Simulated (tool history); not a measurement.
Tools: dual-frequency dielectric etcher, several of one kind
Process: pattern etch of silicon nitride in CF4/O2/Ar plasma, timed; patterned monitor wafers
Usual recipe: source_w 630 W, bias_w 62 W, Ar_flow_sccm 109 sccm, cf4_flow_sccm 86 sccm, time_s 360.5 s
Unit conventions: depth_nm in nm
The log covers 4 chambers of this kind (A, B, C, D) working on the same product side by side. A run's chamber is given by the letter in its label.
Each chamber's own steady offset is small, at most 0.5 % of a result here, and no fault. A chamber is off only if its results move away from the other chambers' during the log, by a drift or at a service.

run	hour	source_w	bias_w	Ar_flow_sccm	cf4_flow_sccm	time_s	read-back reference wafer on the same gauge, depth_nm	depth_nm
1C	15.2	630	62	109	86	360.5	993.37	885.98
2A	27.8	630	62	109	86	360.5	993.17	882.37
3D	37.4	630	62	109	86	360.5	993.37	879.59
4B	49.5	630	62	109	86	360.5	993.16	885.2
5C	56.5	630	62	109	86	360.5	992.66	882.9
6D	64.9	630	62	109	86	360.5	992.82	882.86
7B	75.1	630	62	109	86	360.5	992.64	879.51
8A	87.8	630	62	109	86	360.5	993.16	881.98
9D	99.1	630	62	109	86	360.5	992.93	879.91
10B	106	630	62	109	86	360.5	993.02	882.12
11C	114.9	630	62	109	86	360.5	993.07	880.84
12A	130.4	630	62	109	86	360.5	992.58	881.16
13D	143.1	630	62	109	86	360.5	992.39	882.63
# hour 147.6: chamber B: source power generator calibrated
14B	153.6	630	62	109	86	360.5	993.56	887
15C	167.5	630	62	109	86	360.5	992.52	882.73
16A	183.3	630	62	109	86	438.5	993.28	1069
# hour 187.3: chamber D: bias power generator calibrated
17A	196.6	630	62	109	86	438.5	992.7	1072.7
18C	209	630	62	109	86	438.5	993.37	1077.1
19D	219	630	62	109	86	438.5	993.24	1073.3
20B	229.3	630	62	109	86	360.5	992.61	889.23
21D	237.6	630	62	109	86	360.5	992.98	882.8
# hour 244.2: chamber B: wet clean of the chamber
22C	249.6	630	62	109	86	360.5	992.76	886.9
23A	257.1	630	62	109	86	360.5	993.21	881.53
24B	269.7	630	62	123	67	360.5	993.32	846.56
25D	283.4	630	62	123	67	360.5	993.55	837.55
26A	296.8	630	62	123	67	360.5	992.75	838.37
# hour 312.2: chamber A: wet clean of the chamber
27B	312.4	630	62	123	67	360.5	992.93	851.11
# hour 314.9: chamber B: CF4 flow controller replaced
28C	321.3	630	62	109	86	360.5	992.98	888.08
29B	335	630	62	109	86	360.5	993.15	894.94
# hour 336.9: chamber C: wet clean of the chamber
# hour 342.8: chamber D: wet clean of the chamber
30A	347.9	630	62	109	86	360.5	993.04	879.84
31D	354.7	630	62	109	86	360.5	993.19	876.85
32C	364.2	630	62	109	86	360.5	993.72	888.27
33C	376.6	630	62	109	86	360.5	993.17	885.95

Next, every chamber runs the same settings. What will each give?
34A	388	630	62	109	86	360.5		?
34B	388	630	62	109	86	360.5		?
34C	388	630	62	109	86	360.5		?
34D	388	630	62	109	86	360.5		?

run	depth_nm
34A	883.54
34B	895.34
34C	884.45
34D	879.58

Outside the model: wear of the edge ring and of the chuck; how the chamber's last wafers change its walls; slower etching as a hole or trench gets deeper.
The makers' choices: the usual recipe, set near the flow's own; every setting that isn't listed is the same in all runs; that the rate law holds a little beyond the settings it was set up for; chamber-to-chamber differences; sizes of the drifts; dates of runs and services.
